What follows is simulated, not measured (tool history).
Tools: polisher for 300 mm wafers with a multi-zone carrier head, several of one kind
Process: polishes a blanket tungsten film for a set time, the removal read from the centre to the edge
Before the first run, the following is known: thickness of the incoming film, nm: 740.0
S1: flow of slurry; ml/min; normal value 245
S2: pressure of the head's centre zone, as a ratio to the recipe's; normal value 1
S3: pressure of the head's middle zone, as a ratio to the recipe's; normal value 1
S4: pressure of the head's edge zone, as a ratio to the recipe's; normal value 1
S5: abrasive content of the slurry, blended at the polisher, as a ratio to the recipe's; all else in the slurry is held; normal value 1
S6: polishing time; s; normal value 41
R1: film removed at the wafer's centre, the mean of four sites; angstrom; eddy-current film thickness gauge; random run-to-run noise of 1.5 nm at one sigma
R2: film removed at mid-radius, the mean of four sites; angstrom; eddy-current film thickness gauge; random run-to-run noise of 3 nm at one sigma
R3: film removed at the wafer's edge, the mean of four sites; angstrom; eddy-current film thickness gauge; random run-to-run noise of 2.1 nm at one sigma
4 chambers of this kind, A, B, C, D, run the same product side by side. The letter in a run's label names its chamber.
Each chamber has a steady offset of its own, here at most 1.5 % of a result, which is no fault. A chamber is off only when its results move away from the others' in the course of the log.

-- hour=2.4 chamber C: worn pad replaced by a new one
-- hour=7.7 chamber B: slurry nozzle cleaned
run 1C hour=8.1 | S1=245 S2=1 S3=1 S4=1 S5=1 S6=41 | R1=2498.5 R2=2597.8 R3=2495.8
-- hour=15.8 chamber D: centre zone pressure recalibrated
run 2B hour=17 | S1=245 S2=1 S3=1 S4=1 S5=1 S6=41 | R1=2517.8 R2=2569.1 R3=2557.9
-- hour=19 chamber B: worn pad replaced by a new one
run 3D hour=21.2 | S1=245 S2=1 S3=1 S4=1 S5=1 S6=41 | R1=2515.8 R2=2484.4 R3=2518.1
run 4A hour=29.3 | S1=245 S2=1 S3=1 S4=1 S5=1 S6=41 | R1=2514.8 R2=2541.4 R3=2552.1
-- hour=35.8 chamber D: worn pad replaced by a new one
run 5A hour=36.7 | S1=245 S2=0.93 S3=1 S4=1 S5=1 S6=41 | R1=2346.6 R2=2488.1 R3=2513.5
run 6B hour=44.6 | S1=245 S2=0.93 S3=1 S4=1 S5=1 S6=41 | R1=2342.7 R2=2566.1 R3=2510.6
-- hour=45.8 chamber B: centre zone pressure recalibrated
-- hour=45.9 chamber A: worn pad replaced by a new one
run 7C hour=52.4 | S1=245 S2=0.93 S3=1 S4=1 S5=1 S6=41 | R1=2299.1 R2=2534.3 R3=2547.7
run 8D hour=57.1 | S1=245 S2=0.93 S3=1 S4=1 S5=1 S6=41 | R1=2354.2 R2=2531.1 R3=2575
run 9D hour=65.2 | S1=245 S2=1 S3=1 S4=1 S5=1 S6=41 | R1=2502.9 R2=2509.1 R3=2543.1
-- hour=65.9 chamber C: worn pad replaced by a new one
run 10B hour=70.9 | S1=245 S2=1 S3=1 S4=1 S5=1 S6=41 | R1=2518.9 R2=2488.1 R3=2516.9
run 11C hour=74.9 | S1=245 S2=1 S3=1 S4=1 S5=1 S6=41 | R1=2511 R2=2545.9 R3=2577
-- hour=79.4 chamber B: worn pad replaced by a new one
-- hour=80.6 chamber D: worn pad replaced by a new one
run 12A hour=80.6 | S1=245 S2=1 S3=1 S4=1 S5=1 S6=49 | R1=3032.9 R2=3023 R3=3062.2
run 13A hour=87.8 | S1=245 S2=1 S3=1 S4=1 S5=1 S6=49 | R1=3016.6 R2=3012.3 R3=3014
run 14B hour=95.4 | S1=245 S2=1 S3=1 S4=1 S5=1 S6=49 | R1=3028.5 R2=3117.2 R3=2999.7
run 15D hour=101.4 | S1=245 S2=1 S3=1 S4=1 S5=1 S6=49 | R1=2991.3 R2=3019.8 R3=3035.5
run 16C hour=106.6 | S1=245 S2=1 S3=1 S4=1 S5=1 S6=41 | R1=2491.1 R2=2567.1 R3=2554.8
run 17B hour=111 | S1=285 S2=1 S3=1 S4=1 S5=1 S6=41 | R1=2576.3 R2=2594.4 R3=2549.7
run 18C hour=117.4 | S1=285 S2=1 S3=1 S4=1 S5=1 S6=41 | R1=2539.9 R2=2586 R3=2554.4
run 19A hour=124.7 | S1=285 S2=1 S3=1 S4=1 S5=1 S6=41 | R1=2560.5 R2=2526.3 R3=2609.6
-- hour=124.8 chamber C: slurry nozzle cleaned
-- hour=128.1 chamber C: worn pad replaced by a new one
run 20D hour=130.7 | S1=285 S2=1 S3=1 S4=1 S5=1 S6=41 | R1=2588 R2=2567.8 R3=2580.5
-- hour=131.1 chamber D: worn pad replaced by a new one
run 21A hour=136.8 | S1=245 S2=1 S3=1 S4=1 S5=1 S6=41 | R1=2513.3 R2=2515.5 R3=2562.3
-- hour=142.5 chamber D: slurry nozzle cleaned
run 22C hour=142.7 | S1=245 S2=1 S3=1 S4=1 S5=1 S6=41 | R1=2506.4 R2=2530.7 R3=2506.1
-- hour=143.2 chamber B: worn pad replaced by a new one
-- hour=143.2 chamber A: worn pad replaced by a new one
run 23B hour=149.2 | S1=245 S2=1 S3=1 S4=1 S5=1 S6=41 | R1=2536.9 R2=2580.5 R3=2537.7
run 24D hour=155.4 | S1=245 S2=1 S3=1 S4=0.92 S5=1 S6=41 | R1=2542.6 R2=2473.5 R3=2436.6
-- hour=160 chamber A: centre zone pressure recalibrated
run 25A hour=161.9 | S1=245 S2=1 S3=1 S4=0.92 S5=1 S6=41 | R1=2510.5 R2=2518.4 R3=2454.5
run 26B hour=171 | S1=245 S2=1 S3=1 S4=0.92 S5=1 S6=41 | R1=2561.6 R2=2520.9 R3=2395.2
run 27C hour=177.9 | S1=245 S2=1 S3=1 S4=0.92 S5=1 S6=41 | R1=2495.5 R2=2533.3 R3=2393.9
-- hour=178.3 chamber D: worn pad replaced by a new one
-- hour=181 chamber A: slurry nozzle cleaned
run 28D hour=184.4 | S1=245 S2=1 S3=1 S4=1 S5=1 S6=41 | R1=2528.6 R2=2509.5 R3=2546.2
run 29A hour=193.2 | S1=245 S2=1 S3=1 S4=1 S5=1 S6=41 | R1=2511.1 R2=2518.4 R3=2581.7
-- hour=197.5 chamber C: worn pad replaced by a new one
run 30C hour=200.5 | S1=245 S2=1 S3=1 S4=1 S5=1 S6=41 | R1=2484.4 R2=2501.2 R3=2544.6
run 31D hour=209.1 | S1=245 S2=1 S3=1 S4=1 S5=1 S6=41 | R1=2512.1 R2=2509.5 R3=2543
-- hour=215.1 chamber B: worn pad replaced by a new one
run 32B hour=217.9 | S1=245 S2=1 S3=1 S4=1 S5=1 S6=41 | R1=2566.2 R2=2528.9 R3=2502.6
-- hour=225.3 chamber D: worn pad replaced by a new one
run 33B hour=226.5 | S1=245 S2=1 S3=1 S4=1 S5=1 S6=41 | R1=2543.5 R2=2517.4 R3=2477.7
run 34D hour=233.9 | S1=310 S2=1 S3=1 S4=0.95 S5=1 S6=41 | R1=2609.8 R2=2605.6 R3=2491.6
run 35C hour=239.3 | S1=310 S2=1 S3=1 S4=0.95 S5=1 S6=41 | R1=2570.8 R2=2572.6 R3=2485
run 36A hour=244.9 | S1=310 S2=1 S3=1 S4=0.95 S5=1 S6=41 | R1=2595.4 R2=2620.2 R3=2528
-- hour=248.2 chamber A: worn pad replaced by a new one
run 37B hour=250.4 | S1=310 S2=1 S3=1 S4=0.95 S5=1 S6=41 | R1=2624.8 R2=2589.5 R3=2526.8
-- hour=253.1 chamber C: worn pad replaced by a new one
run 38C hour=255.4 | S1=245 S2=1 S3=1 S4=1 S5=1 S6=36 | R1=2206.8 R2=2229.5 R3=2213.5
run 39A hour=262.4 | S1=245 S2=1 S3=1 S4=1 S5=1 S6=36 | R1=2196.8 R2=2170.7 R3=2246.3

Has any chamber moved away from the others, gradually or after a service, or does the common gauge drift, or do the chambers differ only by their own small steady offsets? State the chamber and the most likely cause if one applies.

Nothing is wrong: each chamber keeps only its own small, steady offset and the gauge holds still.

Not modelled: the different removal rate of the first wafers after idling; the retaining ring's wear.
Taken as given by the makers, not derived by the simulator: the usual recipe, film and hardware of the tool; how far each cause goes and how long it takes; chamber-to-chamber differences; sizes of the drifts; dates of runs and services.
